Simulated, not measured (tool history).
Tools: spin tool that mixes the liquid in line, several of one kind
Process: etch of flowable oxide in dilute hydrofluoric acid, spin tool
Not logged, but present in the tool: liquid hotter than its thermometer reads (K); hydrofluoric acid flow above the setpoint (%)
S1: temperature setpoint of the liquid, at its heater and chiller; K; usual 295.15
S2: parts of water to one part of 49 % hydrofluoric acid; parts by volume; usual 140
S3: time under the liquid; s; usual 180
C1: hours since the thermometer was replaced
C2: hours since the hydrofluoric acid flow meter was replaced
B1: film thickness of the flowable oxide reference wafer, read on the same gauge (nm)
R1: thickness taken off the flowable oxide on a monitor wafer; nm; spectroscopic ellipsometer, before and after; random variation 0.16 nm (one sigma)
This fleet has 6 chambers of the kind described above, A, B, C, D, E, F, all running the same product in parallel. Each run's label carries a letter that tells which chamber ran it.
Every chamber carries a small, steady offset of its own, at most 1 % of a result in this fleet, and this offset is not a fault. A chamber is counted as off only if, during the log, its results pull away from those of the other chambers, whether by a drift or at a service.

run 1B day=0.138 | S1=295.15 S2=140 S3=180 | C1=164.8 C2=953.0 | B1=69.983 | R1=36.221
run 2A day=0.267 | S1=295.15 S2=140 S3=180 | C1=1552.3 C2=263.2 | B1=70.004 | R1=36.776
run 3D day=0.400 | S1=295.15 S2=140 S3=180 | C1=1487.0 C2=490.7 | B1=69.986 | R1=36.366
run 4E day=0.562 | S1=295.15 S2=140 S3=180 | C1=1433.1 C2=1558.9 | B1=69.994 | R1=35.914
run 5C day=0.704 | S1=295.15 S2=140 S3=180 | C1=1165.9 C2=137.5 | B1=70.002 | R1=36.097
run 6F day=0.862 | S1=295.15 S2=140 S3=180 | C1=678.1 C2=612.0 | B1=69.974 | R1=36.335
run 7F day=0.954 | S1=295.15 S2=140 S3=180 | C1=680.3 C2=614.2 | B1=69.990 | R1=36.513
run 8B day=1.154 | S1=295.15 S2=140 S3=180 | C1=189.2 C2=977.4 | B1=70.021 | R1=36.599
run 9C day=1.350 | S1=297.15 S2=140 S3=180 | C1=1181.4 C2=153.0 | B1=70.017 | R1=39.183
run 10A day=1.500 | S1=297.15 S2=140 S3=180 | C1=1581.9 C2=292.8 | B1=69.997 | R1=39.675
run 11D day=1.696 | S1=297.15 S2=140 S3=180 | C1=1518.1 C2=521.8 | B1=69.992 | R1=39.472
run 12E day=1.854 | S1=297.15 S2=140 S3=180 | C1=1464.1 C2=1589.9 | B1=70.006 | R1=38.817
run 13A day=1.983 | S1=297.15 S2=140 S3=180 | C1=1593.5 C2=304.4 | B1=70.021 | R1=39.583
run 14F day=2.158 | S1=297.15 S2=140 S3=180 | C1=709.2 C2=643.1 | B1=70.009 | R1=39.390
run 15B day=2.279 | S1=295.15 S2=140 S3=180 | C1=216.2 C2=1004.4 | B1=69.972 | R1=36.149
run 16C day=2.438 | S1=295.15 S2=140 S3=180 | C1=1207.5 C2=179.1 | B1=70.002 | R1=36.285
run 17E day=2.596 | S1=295.15 S2=140 S3=180 | C1=1481.9 C2=1607.7 | B1=70.033 | R1=36.315
run 18D day=2.712 | S1=291.15 S2=140 S3=180 | C1=1542.5 C2=546.2 | B1=70.041 | R1=30.942
run 19E day=2.846 | S1=291.15 S2=140 S3=180 | C1=1487.9 C2=1613.7 | B1=69.972 | R1=30.741
run 20B day=3.029 | S1=291.15 S2=140 S3=180 | C1=234.2 C2=1022.4 | B1=70.009 | R1=31.317
run 21D day=3.117 | S1=291.15 S2=140 S3=180 | C1=1552.2 C2=555.9 | B1=69.984 | R1=30.790
-- day=3.283 chamber A: thermometer replaced
run 22A day=3.292 | S1=291.15 S2=140 S3=180 | C1=0.3 C2=335.8 | B1=70.005 | R1=31.062
run 23C day=3.492 | S1=291.15 S2=140 S3=180 | C1=1232.8 C2=204.4 | B1=70.042 | R1=30.683
run 24F day=3.633 | S1=295.15 S2=140 S3=180 | C1=744.6 C2=678.5 | B1=70.024 | R1=35.978
run 25D day=3.838 | S1=295.15 S2=140 S3=180 | C1=1569.5 C2=573.2 | B1=69.982 | R1=36.207
run 26A day=3.975 | S1=295.15 S2=140 S3=180 | C1=16.7 C2=352.2 | B1=70.015 | R1=36.601
run 27B day=4.083 | S1=299.65 S2=140 S3=180 | C1=259.5 C2=1047.7 | B1=70.011 | R1=43.207
run 28F day=4.275 | S1=299.65 S2=140 S3=180 | C1=760.0 C2=693.9 | B1=69.980 | R1=43.061
-- day=4.458 chamber C: thermometer replaced
run 29C day=4.471 | S1=299.65 S2=140 S3=180 | C1=0.3 C2=227.9 | B1=70.020 | R1=42.979
run 30E day=4.604 | S1=299.65 S2=140 S3=180 | C1=1530.1 C2=1655.9 | B1=70.005 | R1=43.640
run 31D day=4.762 | S1=299.65 S2=140 S3=180 | C1=1591.7 C2=595.4 | B1=69.997 | R1=42.988
run 32E day=4.900 | S1=299.65 S2=140 S3=180 | C1=1537.2 C2=1663.0 | B1=69.991 | R1=43.720
run 33C day=5.017 | S1=295.15 S2=140 S3=180 | C1=13.4 C2=241.0 | B1=69.992 | R1=36.308
run 34F day=5.108 | S1=295.15 S2=140 S3=180 | C1=780.0 C2=713.9 | B1=70.007 | R1=36.130
run 35B day=5.208 | S1=295.15 S2=140 S3=180 | C1=286.5 C2=1074.7 | B1=69.990 | R1=36.100
run 36A day=5.333 | S1=295.15 S2=140 S3=180 | C1=49.3 C2=384.8 | B1=70.007 | R1=36.376
run 37B day=5.538 | S1=297.15 S2=140 S3=180 | C1=294.4 C2=1082.6 | B1=70.012 | R1=39.205
run 38D day=5.646 | S1=297.15 S2=140 S3=180 | C1=1612.9 C2=616.6 | B1=69.984 | R1=39.555
run 39A day=5.779 | S1=297.15 S2=140 S3=180 | C1=60.0 C2=395.5 | B1=70.006 | R1=39.241
run 40F day=5.971 | S1=297.15 S2=140 S3=180 | C1=800.7 C2=734.6 | B1=69.986 | R1=39.025
run 41E day=6.075 | S1=297.15 S2=140 S3=180 | C1=1565.4 C2=1691.2 | B1=69.976 | R1=40.128

What goes on in this fleet: one chamber off, a drifting gauge, or nothing beyond the chambers' own small offsets? Name the chamber and the cause, if any.

It is chamber E that slowly wanders off from its peers.
What lies behind it: liquid hotter than its thermometer reads (K) = 0.755.
From this log alone, it may not be told apart from: hydrofluoric acid flow above the setpoint (%).

Which of the 4 candidates below, each the usual settings with something changed and its results left as question marks, puts chamber E back in line with what the other chambers give on the usual settings?
A result is in line if it is within this distance of the other chambers' mean on the usual settings: R1 0.570 nm
run 42E-1 day=6.225 | S1=295.15 S2=140 S3=175 | R1=?
run 42E-2 day=6.225 | S1=295.15 S2=140 S3=185 | R1=?
run 42E-3 day=6.225 | S1=293.65 S2=140 S3=180 | R1=?
run 42E-4 day=6.225 | S1=296.65 S2=140 S3=180 | R1=?

Usual-settings mean across the other chambers: R1 36.332 nm
run=42E-1 R1=36.267
run=42E-2 R1=38.340
run=42E-3 R1=35.198
run=42E-4 R1=39.487
42E-1 brings the chamber back in line.

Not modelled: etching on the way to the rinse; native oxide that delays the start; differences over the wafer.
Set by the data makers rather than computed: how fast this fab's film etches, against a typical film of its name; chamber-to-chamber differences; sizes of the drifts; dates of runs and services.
